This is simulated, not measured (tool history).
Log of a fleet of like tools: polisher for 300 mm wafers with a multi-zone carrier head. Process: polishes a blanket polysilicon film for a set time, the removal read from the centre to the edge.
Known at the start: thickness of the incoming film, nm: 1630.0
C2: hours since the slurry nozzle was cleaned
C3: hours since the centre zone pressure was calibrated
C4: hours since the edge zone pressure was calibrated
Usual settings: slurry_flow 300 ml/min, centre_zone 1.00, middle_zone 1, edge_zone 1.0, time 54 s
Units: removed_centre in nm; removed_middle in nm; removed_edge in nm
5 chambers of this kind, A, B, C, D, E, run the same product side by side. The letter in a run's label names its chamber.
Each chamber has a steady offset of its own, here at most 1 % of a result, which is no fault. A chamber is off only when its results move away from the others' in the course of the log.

At hour 6.9: chamber E: worn pad replaced by a new one.
Run 1A, hour 8.5: usual settings; wafers polished on this pad 1403; C2 421.9; C3 454.1; C4 528.9. Result: removed_centre 499.20 nm, removed_middle 502.14 nm, removed_edge 499.38 nm.
At hour 9.2: chamber A: worn pad replaced by a new one.
At hour 14.0: chamber D: centre zone pressure recalibrated.
Run 2D, hour 16.4: usual settings; wafers polished on this pad 1092; C2 95.4; C3 2.5; C4 848.9. Result: removed_centre 502.80 nm, removed_middle 505.69 nm, removed_edge 507.81 nm.
Run 3B, hour 30.2: usual settings; wafers polished on this pad 900; C2 315.1; C3 270.6; C4 99.7. Result: removed_centre 484.35 nm, removed_middle 497.60 nm, removed_edge 500.20 nm.
At hour 31.4: chamber D: worn pad replaced by a new one.
Run 4C, hour 43.5: usual settings; wafers polished on this pad 887; C2 497.0; C3 523.5; C4 327.3. Result: removed_centre 503.52 nm, removed_middle 494.79 nm, removed_edge 503.04 nm.
At hour 53.1: chamber E: edge zone pressure recalibrated.
Run 5E, hour 57.0: usual settings; wafers polished on this pad 764; C2 441.3; C3 594.1; C4 3.9. Result: removed_centre 510.93 nm, removed_middle 498.93 nm, removed_edge 503.29 nm.
Run 6C, hour 70.5: usual settings; wafers polished on this pad 1298; C2 524.0; C3 550.5; C4 354.3. Result: removed_centre 508.73 nm, removed_middle 500.69 nm, removed_edge 504.42 nm.
At hour 76.2: chamber C: worn pad replaced by a new one.
Run 7B, hour 84.4: usual settings; wafers polished on this pad 1726; C2 369.3; C3 324.8; C4 153.9. Result: removed_centre 511.62 nm, removed_middle 501.21 nm, removed_edge 499.55 nm.
At hour 90.9: chamber E: worn pad replaced by a new one.
At hour 91.7: chamber A: worn pad replaced by a new one.
Run 8A, hour 96.8: usual settings; wafers polished on this pad 78; C2 510.2; C3 542.4; C4 617.2. Result: removed_centre 491.62 nm, removed_middle 505.76 nm, removed_edge 501.06 nm.
Run 9D, hour 108.3: usual settings; wafers polished on this pad 1173; C2 187.3; C3 94.4; C4 940.8. Result: removed_centre 512.41 nm, removed_middle 502.89 nm, removed_edge 502.61 nm.
At hour 115.8: chamber D: worn pad replaced by a new one.
Run 10E, hour 123.9: usual settings; wafers polished on this pad 504; C2 508.2; C3 661.0; C4 70.8. Result: removed_centre 498.66 nm, removed_middle 492.58 nm, removed_edge 498.01 nm.
Run 11B, hour 132.3: usual settings but centre_zone 0.92, time 36 s; wafers polished on this pad 2456; C2 417.2; C3 372.7; C4 201.8. Result: removed_centre 305.13 nm, removed_middle 335.83 nm, removed_edge 335.51 nm.
At hour 142.4: chamber C: centre zone pressure recalibrated.
Run 12D, hour 145.4: usual settings but centre_zone 0.92, time 36 s; wafers polished on this pad 451; C2 224.4; C3 131.5; C4 977.9. Result: removed_centre 297.08 nm, removed_middle 336.61 nm, removed_edge 334.50 nm.
At hour 155.8: chamber D: edge zone pressure recalibrated.
Run 13A, hour 158.2: usual settings but centre_zone 0.92, time 36 s; wafers polished on this pad 1014; C2 571.6; C3 603.8; C4 678.6. Result: removed_centre 305.71 nm, removed_middle 334.20 nm, removed_edge 332.29 nm.
At hour 161.0: chamber C: worn pad replaced by a new one.
At hour 167.1: chamber E: worn pad replaced by a new one.
At hour 170.4: chamber A: worn pad replaced by a new one.
Run 14C, hour 173.2: usual settings but centre_zone 0.92, time 36 s; wafers polished on this pad 187; C2 626.7; C3 30.9; C4 457.0. Result: removed_centre 304.76 nm, removed_middle 333.24 nm, removed_edge 333.46 nm.
At hour 180.4: chamber A: centre zone pressure recalibrated.
Run 15E, hour 184.6: usual settings but centre_zone 0.92, time 36 s; wafers polished on this pad 266; C2 568.9; C3 721.7; C4 131.5. Result: removed_centre 302.95 nm, removed_middle 334.11 nm, removed_edge 332.92 nm.
At hour 195.0: chamber B: slurry nozzle cleaned.
Run 16C, hour 198.6: usual settings; wafers polished on this pad 574; C2 652.1; C3 56.3; C4 482.4. Result: removed_centre 510.34 nm, removed_middle 501.06 nm, removed_edge 503.66 nm.
At hour 198.9: chamber A: slurry nozzle cleaned.
At hour 205.0: chamber D: worn pad replaced by a new one.
Run 17D, hour 213.0: usual settings; wafers polished on this pad 122; C2 292.0; C3 199.1; C4 57.2. Result: removed_centre 500.33 nm, removed_middle 507.24 nm, removed_edge 510.25 nm.
At hour 220.1: chamber A: edge zone pressure recalibrated.
Run 18B, hour 227.6: usual settings; wafers polished on this pad 3908; C2 32.6; C3 468.0; C4 297.1. Result: removed_centre 473.82 nm, removed_middle 488.56 nm, removed_edge 487.67 nm.
At hour 230.7: chamber D: slurry nozzle cleaned.
Run 19A, hour 241.9: usual settings; wafers polished on this pad 1090; C2 43.1; C3 61.6; C4 21.9. Result: removed_centre 491.52 nm, removed_middle 503.38 nm, removed_edge 492.66 nm.
At hour 243.1: chamber E: worn pad replaced by a new one.
At hour 247.7: chamber C: worn pad replaced by a new one.
Run 20E, hour 253.3: usual settings; wafers polished on this pad 155; C2 637.6; C3 790.4; C4 200.2. Result: removed_centre 504.01 nm, removed_middle 497.15 nm, removed_edge 497.43 nm.
Run 21B, hour 260.1: usual settings; wafers polished on this pad 4404; C2 65.1; C3 500.5; C4 329.6. Result: removed_centre 484.46 nm, removed_middle 477.14 nm, removed_edge 475.57 nm.
At hour 262.8: chamber A: worn pad replaced by a new one.
Run 22D, hour 275.4: usual settings; wafers polished on this pad 1073; C2 44.8; C3 261.5; C4 119.6. Result: removed_centre 504.60 nm, removed_middle 511.03 nm, removed_edge 509.04 nm.
At hour 284.3: chamber C: edge zone pressure recalibrated.
Run 23E, hour 290.7: usual settings; wafers polished on this pad 726; C2 675.0; C3 827.8; C4 237.6. Result: removed_centre 490.62 nm, removed_middle 491.16 nm, removed_edge 507.00 nm.
At hour 292.5: chamber D: worn pad replaced by a new one.
Run 24A, hour 301.3: usual settings but edge_zone 1.1; wafers polished on this pad 588; C2 102.5; C3 121.0; C4 81.3. Result: removed_centre 497.17 nm, removed_middle 504.76 nm, removed_edge 524.86 nm.
Run 25C, hour 315.8: usual settings but edge_zone 1.1; wafers polished on this pad 1038; C2 769.3; C3 173.5; C4 31.5. Result: removed_centre 506.44 nm, removed_middle 496.19 nm, removed_edge 524.71 nm.
At hour 319.0: chamber E: worn pad replaced by a new one.
At hour 319.5: chamber E: slurry nozzle cleaned.
Run 26E, hour 326.8: usual settings but edge_zone 1.1; wafers polished on this pad 120; C2 7.4; C3 863.9; C4 273.7. Result: removed_centre 490.51 nm, removed_middle 505.88 nm, removed_edge 525.56 nm.
At hour 328.7: chamber B: centre zone pressure recalibrated.
Run 27A, hour 339.5: usual settings but edge_zone 1.1; wafers polished on this pad 1170; C2 140.7; C3 159.2; C4 119.5. Result: removed_centre 494.47 nm, removed_middle 503.17 nm, removed_edge 525.17 nm.
At hour 351.1: chamber A: worn pad replaced by a new one.
Run 28C, hour 352.0: usual settings but edge_zone 1.1; wafers polished on this pad 1590; C2 805.5; C3 209.7; C4 67.7. Result: removed_centre 501.34 nm, removed_middle 503.32 nm, removed_edge 530.37 nm.
At hour 352.4: chamber C: worn pad replaced by a new one.
Run 29B, hour 360.1: usual settings; wafers polished on this pad 5928; C2 165.1; C3 31.5; C4 429.6. Result: removed_centre 444.81 nm, removed_middle 456.21 nm, removed_edge 461.02 nm.
Run 30D, hour 367.5: usual settings; wafers polished on this pad 1143; C2 136.9; C3 353.6; C4 211.7. Result: removed_centre 510.39 nm, removed_middle 511.35 nm, removed_edge 508.08 nm.
Run 31C, hour 382.5: usual settings; wafers polished on this pad 459; C2 836.0; C3 240.2; C4 98.2. Result: removed_centre 503.74 nm, removed_middle 499.13 nm, removed_edge 503.37 nm.
Run 32A, hour 390.3: usual settings; wafers polished on this pad 597; C2 191.5; C3 210.0; C4 170.3. Result: removed_centre 489.12 nm, removed_middle 499.56 nm, removed_edge 504.36 nm.
At hour 394.5: chamber E: edge zone pressure recalibrated.
Run 33E, hour 401.3: usual settings; wafers polished on this pad 1255; C2 81.9; C3 938.4; C4 6.8. Result: removed_centre 490.04 nm, removed_middle 503.84 nm, removed_edge 496.58 nm.
Run 34B, hour 414.8: usual settings; wafers polished on this pad 6762; C2 219.8; C3 86.2; C4 484.3. Result: removed_centre 453.84 nm, removed_middle 437.49 nm, removed_edge 450.67 nm.

What goes on in this fleet: one chamber off, a drifting gauge, or nothing beyond the chambers' own small offsets? Name the chamber and the cause, if any.

Chamber B drifts away from the others.
Cause: removal rate lost through wear of the pad, % = 11.1.

Here are 4 candidates for chamber B's next run, each the usual settings with a change, their results left as question marks. Which one brings its results back in line with what the others give on the usual settings?
In line means no further than this from the other chambers' mean on the usual settings: removed_centre 24.00 nm; removed_middle 17.00 nm; removed_edge 13.00 nm
Run 35B-1, hour 426.0: usual settings but time 57 s. Result: removed_centre ?, removed_middle ?, removed_edge ?.
Run 35B-2, hour 426.0: usual settings but time 51 s. Result: removed_centre ?, removed_middle ?, removed_edge ?.
Run 35B-3, hour 426.0: usual settings but slurry_flow 295 ml/min, time 48 s. Result: removed_centre ?, removed_middle ?, removed_edge ?.
Run 35B-4, hour 426.0: usual settings but slurry_flow 305 ml/min, centre_zone 1.01, middle_zone 1.01, time 61 s. Result: removed_centre ?, removed_middle ?, removed_edge ?.

The other chambers' mean on the usual settings: removed_centre 500.42 nm; removed_middle 500.53 nm; removed_edge 500.97 nm
  run  removed_centre  removed_middle  removed_edge
35B-1          464.16          463.68        469.03
35B-2          415.30          414.87        419.66
35B-3          390.15          389.82        394.47
35B-4          503.08          501.55        502.49
35B-4 brings the chamber back in line.
